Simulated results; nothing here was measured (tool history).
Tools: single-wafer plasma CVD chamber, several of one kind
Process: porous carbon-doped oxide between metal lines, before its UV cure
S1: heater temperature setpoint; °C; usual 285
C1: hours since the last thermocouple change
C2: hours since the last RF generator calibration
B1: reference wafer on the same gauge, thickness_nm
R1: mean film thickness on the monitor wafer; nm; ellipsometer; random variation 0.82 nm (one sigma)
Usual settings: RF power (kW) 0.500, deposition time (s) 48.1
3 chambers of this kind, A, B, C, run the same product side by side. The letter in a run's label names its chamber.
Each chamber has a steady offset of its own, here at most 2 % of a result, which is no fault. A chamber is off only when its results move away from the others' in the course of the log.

{"run": "1A", "hour": 14.9, "S1": 285, "RF power (kW)": 0.5, "deposition time (s)": 48.1, "C1": 828.8, "C2": 1218.3, "B1": 235.12, "R1": 286.03}
{"run": "2B", "hour": 26.4, "S1": 285, "RF power (kW)": 0.5, "deposition time (s)": 48.1, "C1": 439.7, "C2": 596.8, "B1": 235.03, "R1": 278.93}
{"run": "3C", "hour": 35.4, "S1": 285, "RF power (kW)": 0.5, "deposition time (s)": 48.1, "C1": 1955.1, "C2": 367.4, "B1": 234.92, "R1": 279.27}
{"run": "4B", "hour": 44.1, "S1": 285, "RF power (kW)": 0.5, "deposition time (s)": 48.1, "C1": 457.4, "C2": 614.5, "B1": 234.83, "R1": 278.52}
{"run": "5A", "hour": 56.0, "S1": 285, "RF power (kW)": 0.5, "deposition time (s)": 48.1, "C1": 869.9, "C2": 1259.4, "B1": 234.98, "R1": 286.58}
{"run": "6C", "hour": 68.5, "S1": 285, "RF power (kW)": 0.5, "deposition time (s)": 48.1, "C1": 1988.2, "C2": 400.5, "B1": 234.89, "R1": 277.94}
{"run": "7A", "hour": 81.0, "S1": 285, "RF power (kW)": 0.5, "deposition time (s)": 48.1, "C1": 894.9, "C2": 1284.4, "B1": 234.97, "R1": 286.65}
{"run": "8B", "hour": 93.3, "S1": 285, "RF power (kW)": 0.5, "deposition time (s)": 48.1, "C1": 506.6, "C2": 663.7, "B1": 235.03, "R1": 278.36}
{"run": "9C", "hour": 108.1, "S1": 285, "RF power (kW)": 0.5, "deposition time (s)": 48.1, "C1": 2027.8, "C2": 440.1, "B1": 234.98, "R1": 277.59}
{"run": "10C", "hour": 115.2, "S1": 285, "RF power (kW)": 0.5, "deposition time (s)": 48.1, "C1": 2034.9, "C2": 447.2, "B1": 235.02, "R1": 277.72}
{"run": "11A", "hour": 123.6, "S1": 285, "RF power (kW)": 0.5, "deposition time (s)": 48.1, "C1": 937.5, "C2": 1327.0, "B1": 234.95, "R1": 285.71}
{"run": "12B", "hour": 134.2, "S1": 285, "RF power (kW)": 0.5, "deposition time (s)": 48.1, "C1": 547.5, "C2": 704.6, "B1": 234.9, "R1": 279.48}
{"run": "13A", "hour": 143.8, "S1": 285, "RF power (kW)": 0.5, "deposition time (s)": 48.1, "C1": 957.7, "C2": 1347.2, "B1": 234.91, "R1": 285.13}
{"run": "14C", "hour": 156.1, "S1": 285, "RF power (kW)": 0.5, "deposition time (s)": 48.1, "C1": 2075.8, "C2": 488.1, "B1": 234.84, "R1": 274.49}
{"run": "15B", "hour": 169.1, "S1": 285, "RF power (kW)": 0.5, "deposition time (s)": 48.1, "C1": 582.4, "C2": 739.5, "B1": 235.1, "R1": 279.87}
{"run": "16A", "hour": 179.2, "S1": 285, "RF power (kW)": 0.46, "deposition time (s)": 48.1, "C1": 993.1, "C2": 1382.6, "B1": 234.82, "R1": 270.24}
{"run": "17C", "hour": 190.0, "S1": 285, "RF power (kW)": 0.46, "deposition time (s)": 48.1, "C1": 2109.7, "C2": 522.0, "B1": 235.06, "R1": 258.75}
{"run": "18B", "hour": 200.4, "S1": 285, "RF power (kW)": 0.46, "deposition time (s)": 48.1, "C1": 613.7, "C2": 770.8, "B1": 235.04, "R1": 264.27}
{"run": "19A", "hour": 213.2, "S1": 285, "RF power (kW)": 0.5, "deposition time (s)": 41.0, "C1": 1027.1, "C2": 1416.6, "B1": 235.13, "R1": 245.1}
{"run": "20B", "hour": 228.2, "S1": 285, "RF power (kW)": 0.5, "deposition time (s)": 41.0, "C1": 641.5, "C2": 798.6, "B1": 234.81, "R1": 238.7}
{"run": "21C", "hour": 239.1, "S1": 285, "RF power (kW)": 0.5, "deposition time (s)": 41.0, "C1": 2158.8, "C2": 571.1, "B1": 235.07, "R1": 232.66}
{"run": "22B", "hour": 247.5, "S1": 285, "RF power (kW)": 0.5, "deposition time (s)": 48.1, "C1": 660.8, "C2": 817.9, "B1": 234.88, "R1": 278.16}
{"run": "23C", "hour": 258.3, "S1": 285, "RF power (kW)": 0.5, "deposition time (s)": 48.1, "C1": 2178.0, "C2": 590.3, "B1": 234.93, "R1": 271.11}
{"run": "24A", "hour": 266.0, "S1": 285, "RF power (kW)": 0.425, "deposition time (s)": 48.1, "C1": 1079.9, "C2": 1469.4, "B1": 235.05, "R1": 254.63}
{"run": "25A", "hour": 274.9, "S1": 285, "RF power (kW)": 0.425, "deposition time (s)": 48.1, "C1": 1088.8, "C2": 1478.3, "B1": 235.03, "R1": 255.8}
{"run": "26C", "hour": 288.2, "S1": 285, "RF power (kW)": 0.425, "deposition time (s)": 48.1, "C1": 2207.9, "C2": 620.2, "B1": 234.78, "R1": 240.49}

Next, every chamber runs the same settings. What will each give?
{"run": "27A", "hour": 300.0, "S1": 274, "RF power (kW)": 0.5, "deposition time (s)": 48.1, "R1": "?"}
{"run": "27B", "hour": 300.0, "S1": 274, "RF power (kW)": 0.5, "deposition time (s)": 48.1, "R1": "?"}
{"run": "27C", "hour": 300.0, "S1": 274, "RF power (kW)": 0.5, "deposition time (s)": 48.1, "R1": "?"}

run=27A R1=308.39
run=27B R1=300.97
run=27C R1=289.64
